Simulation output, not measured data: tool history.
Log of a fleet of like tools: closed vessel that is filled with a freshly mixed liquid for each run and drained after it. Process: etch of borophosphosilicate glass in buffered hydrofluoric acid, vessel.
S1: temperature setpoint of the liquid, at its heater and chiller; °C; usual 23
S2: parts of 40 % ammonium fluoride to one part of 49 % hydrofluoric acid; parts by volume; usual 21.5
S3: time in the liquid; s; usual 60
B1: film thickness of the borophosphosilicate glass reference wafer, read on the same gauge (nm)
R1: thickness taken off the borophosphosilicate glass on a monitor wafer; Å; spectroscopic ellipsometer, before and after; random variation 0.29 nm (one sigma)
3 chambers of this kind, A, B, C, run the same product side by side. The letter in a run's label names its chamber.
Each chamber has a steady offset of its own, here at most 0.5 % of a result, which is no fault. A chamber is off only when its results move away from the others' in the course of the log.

run   hour  S1    S2  S3      B1      R1
 1B    5.1  23  21.5  60  50.003  628.23
 2C    9.2  23  21.5  60  49.998  628.70
 3A   15.0  23  21.5  60  49.978  627.66
 4C   19.3  23  21.5  60  50.023  631.84
 5B   25.7  23  21.5  60  50.039  631.17
 6A   32.1  23  21.5  60  50.000  627.46
 7C   37.0  23  21.5  60  50.020  638.80
 8A   41.5  23  21.5  60  49.969  625.53
 9B   48.5  23  21.5  35  50.009  365.43
10C   55.0  23  21.5  35  49.981  374.92
11B   62.3  23  21.5  35  50.005  366.47
12A   68.7  23  21.5  60  50.019  628.78
13B   76.0  20  21.5  60  50.009  528.23
14A   81.2  20  21.5  60  49.988  534.10
15C   88.0  20  21.5  60  50.015  548.15
16B   94.5  23  21.5  60  50.011  625.82
17C  100.7  23  21.5  60  50.020  653.07
18A  106.1  23  21.5  60  50.013  625.90
19A  111.2  23  21.5  60  50.022  625.07
20C  116.4  23  18.5  75  50.001  955.69
21B  121.4  23  18.5  75  50.006  891.09
22C  127.7  23  18.5  75  49.988  958.69

What goes on in this fleet: one chamber off, a drifting gauge, or nothing beyond the chambers' own small offsets? Name the chamber and the cause, if any.

Chamber C drifts away from the others.
Cause: hydrofluoric acid flow above the setpoint (%) = 7.94.
The log may not tell that from: liquid hotter than its thermometer reads (K).

Here are 4 candidates for chamber C's next run, each the usual settings with a change, their results left as question marks. Which one brings its results back in line with what the others give on the usual settings?
In line means no further than this from the other chambers' mean on the usual settings: R1 10.00 Å
23C-1  133.1  23  23.5  60       ?
23C-2  133.1  23  21.0  60       ?
23C-3  133.1  23  22.5  60       ?
23C-4  133.1  24  21.5  60       ?

The other chambers' mean on the usual settings: R1 626.49 Å
  run      R1
23C-1  622.71
23C-2  678.76
23C-3  641.74
23C-4  700.50
23C-1 brings the chamber back in line.

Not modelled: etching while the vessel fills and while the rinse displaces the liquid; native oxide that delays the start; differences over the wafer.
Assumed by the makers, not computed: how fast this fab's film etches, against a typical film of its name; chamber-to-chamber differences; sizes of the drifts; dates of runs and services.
